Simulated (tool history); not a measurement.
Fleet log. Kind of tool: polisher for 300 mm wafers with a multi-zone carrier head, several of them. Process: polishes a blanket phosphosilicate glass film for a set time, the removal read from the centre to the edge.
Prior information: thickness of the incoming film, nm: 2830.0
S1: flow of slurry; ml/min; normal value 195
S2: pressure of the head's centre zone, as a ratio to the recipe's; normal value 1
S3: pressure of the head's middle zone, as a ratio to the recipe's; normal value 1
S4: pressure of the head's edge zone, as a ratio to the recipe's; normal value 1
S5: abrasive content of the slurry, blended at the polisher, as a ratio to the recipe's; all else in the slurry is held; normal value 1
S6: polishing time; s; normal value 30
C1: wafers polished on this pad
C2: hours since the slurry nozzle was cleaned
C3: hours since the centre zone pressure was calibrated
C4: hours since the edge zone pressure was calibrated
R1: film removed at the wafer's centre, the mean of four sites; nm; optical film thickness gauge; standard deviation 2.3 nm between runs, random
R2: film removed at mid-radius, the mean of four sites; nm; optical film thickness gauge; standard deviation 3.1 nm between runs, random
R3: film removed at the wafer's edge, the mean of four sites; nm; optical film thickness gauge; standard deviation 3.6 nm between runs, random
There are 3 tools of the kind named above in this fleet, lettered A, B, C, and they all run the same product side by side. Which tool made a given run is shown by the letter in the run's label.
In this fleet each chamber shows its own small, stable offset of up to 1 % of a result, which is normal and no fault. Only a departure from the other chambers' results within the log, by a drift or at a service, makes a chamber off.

Run 1C, day 0.212: usual settings; C1 1012; C2 732.5; C3 266.1; C4 486.9. Result: R1 361.23 nm, R2 370.03 nm, R3 361.81 nm.
Run 2A, day 0.35: usual settings; C1 252; C2 302.3; C3 1262; C4 250.5. Result: R1 361.73 nm, R2 359.01 nm, R3 364.51 nm.
Run 3B, day 0.504: usual settings; C1 953; C2 79.5; C3 418.7; C4 529.4. Result: R1 367.48 nm, R2 364.59 nm, R3 369 nm.
Run 4B, day 0.712: usual settings; C1 1004; C2 84.5; C3 423.7; C4 534.4. Result: R1 367.18 nm, R2 363.05 nm, R3 359.39 nm.
Run 5A, day 0.842: usual settings; C1 371; C2 314.1; C3 1273.8; C4 262.3. Result: R1 363.16 nm, R2 362.55 nm, R3 367.52 nm.
At day 1.008: chamber C: worn pad replaced by a new one.
Run 6C, day 1.075: usual settings but S4 0.96, S5 1.2; C1 16; C2 753.2; C3 286.8; C4 507.6. Result: R1 393.75 nm, R2 399.4 nm, R3 381.5 nm.
Run 7A, day 1.183: usual settings but S4 0.96, S5 1.2; C1 454; C2 322.3; C3 1282; C4 270.5. Result: R1 389.76 nm, R2 393.68 nm, R3 395.02 nm.
Run 8B, day 1.354: usual settings but S4 0.96, S5 1.2; C1 1159; C2 99.9; C3 439.1; C4 549.8. Result: R1 395.99 nm, R2 386.82 nm, R3 383.19 nm.
Run 9C, day 1.554: usual settings; C1 132; C2 764.7; C3 298.3; C4 519.1. Result: R1 360.24 nm, R2 366.25 nm, R3 360.89 nm.
Run 10C, day 1.692: usual settings; C1 166; C2 768; C3 301.6; C4 522.4. Result: R1 356.65 nm, R2 362.91 nm, R3 363.53 nm.
Run 11A, day 1.854: usual settings; C1 616; C2 338.4; C3 1298.1; C4 286.6. Result: R1 363.46 nm, R2 361.04 nm, R3 373.45 nm.
Run 12B, day 1.979: usual settings but S1 220 ml/min; C1 1310; C2 114.9; C3 454.1; C4 564.8. Result: R1 374.67 nm, R2 366.26 nm, R3 360.48 nm.
Run 13A, day 2.196: usual settings but S1 220 ml/min; C1 699; C2 346.6; C3 1306.3; C4 294.8. Result: R1 374.98 nm, R2 362.78 nm, R3 367.28 nm.
Run 14C, day 2.317: usual settings but S1 220 ml/min; C1 317; C2 783; C3 316.6; C4 537.4. Result: R1 371.16 nm, R2 374.61 nm, R3 357.19 nm.
Run 15B, day 2.517: usual settings; C1 1440; C2 127.8; C3 467; C4 577.7. Result: R1 367.39 nm, R2 360.23 nm, R3 366.02 nm.
Run 16A, day 2.746: usual settings; C1 832; C2 359.8; C3 1319.5; C4 308. Result: R1 365.46 nm, R2 360.8 nm, R3 368.4 nm.
At day 2.842: chamber B: worn pad replaced by a new one.
Run 17C, day 2.912: usual settings but S1 230 ml/min; C1 461; C2 797.3; C3 330.9; C4 551.7. Result: R1 367.79 nm, R2 369.44 nm, R3 362.06 nm.
Run 18B, day 3.092: usual settings but S1 230 ml/min; C1 61; C2 141.6; C3 480.8; C4 591.5. Result: R1 376.2 nm, R2 372.73 nm, R3 368.3 nm.
At day 3.096: chamber A: centre zone pressure recalibrated.
At day 3.229: chamber A: worn pad replaced by a new one.
At day 3.233: chamber A: slurry nozzle cleaned.
Run 19C, day 3.304: usual settings but S1 230 ml/min; C1 556; C2 806.7; C3 340.3; C4 561.1. Result: R1 375.9 nm, R2 371.07 nm, R3 365.79 nm.
Run 20B, day 3.521: usual settings but S1 130 ml/min; C1 164; C2 151.9; C3 491.1; C4 601.8. Result: R1 338.91 nm, R2 337.59 nm, R3 344.53 nm.
Run 21A, day 3.758: usual settings but S1 130 ml/min; C1 128; C2 12.7; C3 16; C4 332.3. Result: R1 334.53 nm, R2 344.36 nm, R3 349.75 nm.
At day 3.883: chamber B: centre zone pressure recalibrated.
Run 22A, day 3.946: usual settings but S1 130 ml/min; C1 174; C2 17.2; C3 20.5; C4 336.8. Result: R1 336.14 nm, R2 335.85 nm, R3 352.8 nm.
Run 23C, day 4.133: usual settings; C1 756; C2 826.6; C3 360.2; C4 581. Result: R1 361.53 nm, R2 367.06 nm, R3 353.24 nm.
Run 24B, day 4.296: usual settings; C1 352; C2 170.5; C3 10; C4 620.4. Result: R1 365.43 nm, R2 362.91 nm, R3 362.04 nm.
Run 25C, day 4.467: usual settings; C1 837; C2 834.6; C3 368.2; C4 589. Result: R1 363.96 nm, R2 366.78 nm, R3 355.19 nm.
Run 26A, day 4.642: usual settings; C1 342; C2 33.9; C3 37.2; C4 353.5. Result: R1 364.96 nm, R2 365.45 nm, R3 369.31 nm.
Run 27B, day 4.842: usual settings; C1 484; C2 183.6; C3 23.1; C4 633.5. Result: R1 369.95 nm, R2 362.23 nm, R3 369.06 nm.
Run 28B, day 4.996: usual settings; C1 521; C2 187.3; C3 26.8; C4 637.2. Result: R1 363.32 nm, R2 365.39 nm, R3 352.86 nm.
Run 29A, day 5.117: usual settings; C1 457; C2 45.3; C3 48.6; C4 364.9. Result: R1 365.86 nm, R2 364.72 nm, R3 364.42 nm.
Run 30C, day 5.267: usual settings; C1 1030; C2 853.8; C3 387.4; C4 608.2. Result: R1 357.75 nm, R2 371.63 nm, R3 363.44 nm.
Run 31B, day 5.4: usual settings; C1 619; C2 197; C3 36.5; C4 646.9. Result: R1 368.58 nm, R2 363.11 nm, R3 362.34 nm.
Run 32A, day 5.592: usual settings; C1 572; C2 56.7; C3 60; C4 376.3. Result: R1 363.49 nm, R2 362.47 nm, R3 366.91 nm.
Run 33C, day 5.779: usual settings; C1 1154; C2 866.1; C3 399.7; C4 620.5. Result: R1 363.4 nm, R2 364.94 nm, R3 364.63 nm.
Run 34C, day 5.908: usual settings but S6 25 s; C1 1185; C2 869.2; C3 402.8; C4 623.6. Result: R1 299.01 nm, R2 306.17 nm, R3 300.89 nm.
At day 5.971: chamber C: worn pad replaced by a new one.
Run 35A, day 6.079: usual settings but S6 25 s; C1 690; C2 68.4; C3 71.7; C4 388. Result: R1 304 nm, R2 300.31 nm, R3 306.61 nm.
Run 36B, day 6.288: usual settings but S6 25 s; C1 833; C2 218.3; C3 57.8; C4 668.2. Result: R1 308.17 nm, R2 303.58 nm, R3 300.83 nm.
Run 37B, day 6.429: usual settings; C1 868; C2 221.7; C3 61.2; C4 671.6. Result: R1 363.27 nm, R2 358.93 nm, R3 361.77 nm.
Run 38C, day 6.538: usual settings; C1 137; C2 884.3; C3 417.9; C4 638.7. Result: R1 358.79 nm, R2 359.8 nm, R3 366.66 nm.
Run 39A, day 6.758: usual settings; C1 854; C2 84.7; C3 88; C4 404.3. Result: R1 359.08 nm, R2 364.45 nm, R3 368.93 nm.

Is one chamber out of step, is the gauge drifting, or do the chambers differ by no more than their own small offsets? For an off chamber, give its letter and the likeliest cause.

No chamber is off and the gauge is stable; the differences are just each chamber's small, constant offset.
